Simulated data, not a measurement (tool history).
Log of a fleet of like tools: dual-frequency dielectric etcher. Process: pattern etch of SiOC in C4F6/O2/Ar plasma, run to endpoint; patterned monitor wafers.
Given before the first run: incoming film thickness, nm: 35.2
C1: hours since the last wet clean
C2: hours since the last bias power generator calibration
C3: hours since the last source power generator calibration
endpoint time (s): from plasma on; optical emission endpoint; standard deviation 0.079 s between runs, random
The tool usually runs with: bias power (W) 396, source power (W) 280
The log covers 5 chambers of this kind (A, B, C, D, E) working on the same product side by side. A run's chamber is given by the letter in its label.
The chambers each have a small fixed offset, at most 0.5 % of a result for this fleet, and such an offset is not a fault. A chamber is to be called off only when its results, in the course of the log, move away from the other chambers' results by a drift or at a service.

{"run": "1A", "day": 0.438, "bias power (W)": 396, "source power (W)": 280, "C1": 44.9, "C2": 1752.9, "C3": 293, "endpoint time (s)": 14.732}
{"run": "2B", "day": 0.975, "bias power (W)": 396, "source power (W)": 280, "C1": 189.5, "C2": 3784.6, "C3": 1994.9, "endpoint time (s)": 14.892}
{"run": "3C", "day": 1.35, "bias power (W)": 396, "source power (W)": 280, "C1": 418.6, "C2": 317.9, "C3": 930.2, "endpoint time (s)": 14.74}
{"day": 1.596, "done": "chamber C: wet clean of the chamber"}
{"run": "4D", "day": 1.838, "bias power (W)": 396, "source power (W)": 280, "C1": 485.6, "C2": 929.8, "C3": 848.9, "endpoint time (s)": 14.817}
{"run": "5E", "day": 2.108, "bias power (W)": 442, "source power (W)": 230, "C1": 228.7, "C2": 1222.8, "C3": 1442.6, "endpoint time (s)": 15.148}
{"run": "6D", "day": 2.579, "bias power (W)": 442, "source power (W)": 230, "C1": 503.4, "C2": 947.6, "C3": 866.7, "endpoint time (s)": 15.192}
{"run": "7B", "day": 3.054, "bias power (W)": 442, "source power (W)": 230, "C1": 239.4, "C2": 3834.5, "C3": 2044.8, "endpoint time (s)": 15.483}
{"run": "8C", "day": 3.571, "bias power (W)": 442, "source power (W)": 230, "C1": 47.5, "C2": 371.2, "C3": 983.5, "endpoint time (s)": 15.2}
{"run": "9E", "day": 4.125, "bias power (W)": 442, "source power (W)": 230, "C1": 277.1, "C2": 1271.2, "C3": 1491, "endpoint time (s)": 15.307}
{"run": "10A", "day": 4.525, "bias power (W)": 396, "source power (W)": 280, "C1": 143, "C2": 1851, "C3": 391.1, "endpoint time (s)": 14.886}
{"run": "11A", "day": 4.879, "bias power (W)": 396, "source power (W)": 280, "C1": 151.5, "C2": 1859.5, "C3": 399.6, "endpoint time (s)": 14.674}
{"run": "12E", "day": 5.346, "bias power (W)": 396, "source power (W)": 280, "C1": 306.4, "C2": 1300.5, "C3": 1520.3, "endpoint time (s)": 14.709}
{"run": "13B", "day": 5.867, "bias power (W)": 437, "source power (W)": 210, "C1": 306.9, "C2": 3902, "C3": 2112.3, "endpoint time (s)": 15.797}
{"run": "14D", "day": 6.175, "bias power (W)": 437, "source power (W)": 210, "C1": 589.7, "C2": 1033.9, "C3": 953, "endpoint time (s)": 15.886}
{"run": "15C", "day": 6.583, "bias power (W)": 437, "source power (W)": 210, "C1": 119.8, "C2": 443.5, "C3": 1055.8, "endpoint time (s)": 15.753}
{"run": "16A", "day": 6.883, "bias power (W)": 437, "source power (W)": 210, "C1": 199.6, "C2": 1907.6, "C3": 447.7, "endpoint time (s)": 15.737}
{"run": "17B", "day": 7.238, "bias power (W)": 437, "source power (W)": 210, "C1": 339.8, "C2": 3934.9, "C3": 2145.2, "endpoint time (s)": 15.779}
{"run": "18D", "day": 7.762, "bias power (W)": 396, "source power (W)": 280, "C1": 627.8, "C2": 1072, "C3": 991.1, "endpoint time (s)": 14.881}
{"run": "19E", "day": 8.275, "bias power (W)": 396, "source power (W)": 280, "C1": 376.7, "C2": 1370.8, "C3": 1590.6, "endpoint time (s)": 14.689}
{"run": "20C", "day": 8.579, "bias power (W)": 396, "source power (W)": 280, "C1": 167.7, "C2": 491.4, "C3": 1103.7, "endpoint time (s)": 14.597}
{"run": "21A", "day": 8.858, "bias power (W)": 396, "source power (W)": 280, "C1": 247, "C2": 1955, "C3": 495.1, "endpoint time (s)": 14.61}
{"day": 8.967, "done": "chamber D: wet clean of the chamber"}
{"run": "22B", "day": 9.262, "bias power (W)": 396, "source power (W)": 280, "C1": 388.4, "C2": 3983.5, "C3": 2193.8, "endpoint time (s)": 14.817}
{"run": "23C", "day": 9.783, "bias power (W)": 396, "source power (W)": 280, "C1": 196.6, "C2": 520.3, "C3": 1132.6, "endpoint time (s)": 14.688}
{"day": 9.854, "done": "chamber E: source power generator calibrated"}
{"run": "24D", "day": 10.212, "bias power (W)": 396, "source power (W)": 280, "C1": 29.9, "C2": 1130.8, "C3": 1049.9, "endpoint time (s)": 14.781}
{"run": "25E", "day": 10.746, "bias power (W)": 396, "source power (W)": 280, "C1": 436, "C2": 1430.1, "C3": 21.5, "endpoint time (s)": 14.65}
{"run": "26A", "day": 11.267, "bias power (W)": 396, "source power (W)": 280, "C1": 304.8, "C2": 2012.8, "C3": 552.9, "endpoint time (s)": 14.667}
{"run": "27E", "day": 11.658, "bias power (W)": 396, "source power (W)": 280, "C1": 457.9, "C2": 1452, "C3": 43.4, "endpoint time (s)": 14.776}
{"run": "28D", "day": 11.95, "bias power (W)": 396, "source power (W)": 280, "C1": 71.6, "C2": 1172.5, "C3": 1091.6, "endpoint time (s)": 14.668}
{"run": "29C", "day": 12.392, "bias power (W)": 396, "source power (W)": 320, "C1": 259.2, "C2": 582.9, "C3": 1195.2, "endpoint time (s)": 13.878}
{"day": 12.858, "done": "chamber B: bias power generator calibrated"}
{"run": "30B", "day": 12.875, "bias power (W)": 396, "source power (W)": 320, "C1": 475.1, "C2": 0.4, "C3": 2280.5, "endpoint time (s)": 14.078}
{"run": "31C", "day": 13.488, "bias power (W)": 396, "source power (W)": 320, "C1": 285.5, "C2": 609.2, "C3": 1221.5, "endpoint time (s)": 14.083}
{"run": "32B", "day": 13.808, "bias power (W)": 396, "source power (W)": 320, "C1": 497.5, "C2": 22.8, "C3": 2302.9, "endpoint time (s)": 14.043}
{"run": "33D", "day": 14.208, "bias power (W)": 396, "source power (W)": 320, "C1": 125.8, "C2": 1226.7, "C3": 1145.8, "endpoint time (s)": 14.038}
{"run": "34A", "day": 14.496, "bias power (W)": 396, "source power (W)": 280, "C1": 382.3, "C2": 2090.3, "C3": 630.4, "endpoint time (s)": 14.645}
{"run": "35E", "day": 14.775, "bias power (W)": 396, "source power (W)": 280, "C1": 532.7, "C2": 1526.8, "C3": 118.2, "endpoint time (s)": 14.762}
{"run": "36D", "day": 15.354, "bias power (W)": 396, "source power (W)": 280, "C1": 153.3, "C2": 1254.2, "C3": 1173.3, "endpoint time (s)": 14.828}
{"day": 15.858, "done": "chamber C: wet clean of the chamber"}
{"run": "37E", "day": 15.938, "bias power (W)": 396, "source power (W)": 280, "C1": 560.6, "C2": 1554.7, "C3": 146.1, "endpoint time (s)": 14.636}
{"run": "38C", "day": 16.388, "bias power (W)": 396, "source power (W)": 280, "C1": 12.7, "C2": 678.8, "C3": 1291.1, "endpoint time (s)": 14.629}
{"run": "39A", "day": 16.988, "bias power (W)": 396, "source power (W)": 280, "C1": 442.1, "C2": 2150.1, "C3": 690.2, "endpoint time (s)": 14.711}

Is one chamber off against the others, does the gauge drift, or is nothing wrong? If a chamber is off, say which, and what the likeliest cause is.

Neither any chamber nor the gauge drifts; the chambers differ only by their own small, steady offsets.

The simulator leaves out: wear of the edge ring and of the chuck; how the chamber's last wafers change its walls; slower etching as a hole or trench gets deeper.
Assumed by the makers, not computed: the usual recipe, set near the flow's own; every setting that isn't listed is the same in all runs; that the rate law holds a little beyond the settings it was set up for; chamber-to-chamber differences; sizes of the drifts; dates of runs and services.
